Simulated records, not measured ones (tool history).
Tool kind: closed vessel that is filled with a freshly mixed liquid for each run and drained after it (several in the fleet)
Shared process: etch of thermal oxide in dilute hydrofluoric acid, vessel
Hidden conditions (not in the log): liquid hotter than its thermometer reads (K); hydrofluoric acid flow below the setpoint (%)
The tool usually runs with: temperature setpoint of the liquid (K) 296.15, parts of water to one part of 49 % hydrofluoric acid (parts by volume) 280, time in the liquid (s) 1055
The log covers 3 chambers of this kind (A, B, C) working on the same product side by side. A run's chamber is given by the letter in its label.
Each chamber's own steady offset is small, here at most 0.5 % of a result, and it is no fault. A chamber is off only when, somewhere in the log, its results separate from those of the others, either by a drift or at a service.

run	hour	temperature setpoint of the liquid (K)	parts of water to one part of 49 % hydrofluoric acid (parts by volume)	time in the liquid (s)	hours since the thermometer was replaced	hours since the hydrofluoric acid flow meter was replaced	read-back film thickness of the thermal oxide reference wafer, read on the same gauge (nm)	thickness taken off the thermal oxide on a monitor wafer (nm)
1C	8.8	296.15	280	1055	2182.7	410.3	69.989	14.816
2A	17.0	296.15	280	1055	1333.0	1503.5	70.000	14.624
3B	27.5	296.15	280	1055	160.4	572.9	69.996	14.989
4C	38.9	296.15	280	1055	2212.8	440.4	70.050	14.664
5A	50.1	296.15	280	1055	1366.1	1536.6	69.983	14.880
6B	64.7	296.15	280	1055	197.6	610.1	69.958	14.898
7B	71.3	296.15	280	1055	204.2	616.7	69.942	14.879
8A	85.0	296.15	280	1055	1401.0	1571.5	70.031	14.702
# hour 89.6: chamber B: hydrofluoric acid flow meter replaced
9C	93.8	296.15	280	1055	2267.7	495.3	69.995	14.830
10C	103.0	296.15	280	1055	2276.9	504.5	70.009	14.528
11A	116.1	296.15	280	1055	1432.1	1602.6	69.951	14.737
12B	125.4	296.15	375	1385	258.3	35.8	69.975	13.446
13B	136.8	296.15	375	1385	269.7	47.2	70.061	13.370
14A	149.5	296.15	375	1385	1465.5	1636.0	70.007	13.090
15C	162.6	296.15	280	1055	2336.5	564.1	70.032	14.860
16A	172.0	296.15	280	1055	1488.0	1658.5	70.026	14.720
17C	186.8	296.15	280	1055	2360.7	588.3	70.000	14.383
18B	201.1	296.15	280	1055	334.0	111.5	70.007	14.955
19A	212.9	296.15	280	1055	1528.9	1699.4	70.013	14.691
20B	219.3	292.15	280	1510	352.2	129.7	70.009	18.173
21C	227.1	292.15	280	1510	2401.0	628.6	69.998	17.864
22B	236.0	292.15	280	1510	368.9	146.4	69.988	18.194
23C	249.1	296.15	280	1055	2423.0	650.6	69.993	14.449
24A	262.7	296.15	280	1055	1578.7	1749.2	70.008	14.806
25C	270.3	296.15	280	1055	2444.2	671.8	70.002	14.395
26B	282.0	296.15	280	1055	414.9	192.4	70.046	14.790
# hour 288.0: chamber C: thermometer replaced
27A	289.3	296.15	280	1055	1605.3	1775.8	70.020	14.623
28A	301.6	294.15	165	1055	1617.6	1788.1	69.975	26.079
29C	310.2	294.15	165	1055	22.2	711.7	70.012	25.655
30B	318.9	294.15	165	1055	451.8	229.3	69.971	25.810
31B	326.4	296.15	280	1055	459.3	236.8	70.023	14.723
32A	338.0	296.15	280	1055	1654.0	1824.5	70.027	14.736
33C	351.4	291.65	280	1055	63.4	752.9	69.982	11.977
34C	358.7	291.65	280	1055	70.7	760.2	70.022	12.108
35B	366.6	291.65	280	1055	499.5	277.0	70.018	12.765
36A	379.5	296.15	280	1055	1695.5	1866.0	69.998	14.572

Is one chamber out of step, is the gauge drifting, or do the chambers differ by no more than their own small offsets? For an off chamber, give its letter and the likeliest cause.

One chamber, C, drifts off from the rest bit by bit.
Likeliest cause: hydrofluoric acid flow below the setpoint (%) = 3.48.

Chamber C could run next with any of the 4 candidate recipes listed below; each alters the usual settings, and their results appear as question marks. Which one brings its results back in line with what the other chambers deliver on the usual settings?
In line means no further than this from the other chambers' mean on the usual settings: thickness taken off the thermal oxide on a monitor wafer (nm) 0.360
37C-1	390.2	296.15	280	1150				?
37C-2	390.2	297.15	280	1055				?
37C-3	390.2	296.15	290	1015				?
37C-4	390.2	296.15	290	1055				?

On the usual settings, the other chambers give on average: thickness taken off the thermal oxide on a monitor wafer (nm) 14.785
run	thickness taken off the thermal oxide on a monitor wafer (nm)
37C-1	15.494
37C-2	14.728
37C-3	13.073
37C-4	13.588
It is 37C-2 that realigns the chamber with its peers.

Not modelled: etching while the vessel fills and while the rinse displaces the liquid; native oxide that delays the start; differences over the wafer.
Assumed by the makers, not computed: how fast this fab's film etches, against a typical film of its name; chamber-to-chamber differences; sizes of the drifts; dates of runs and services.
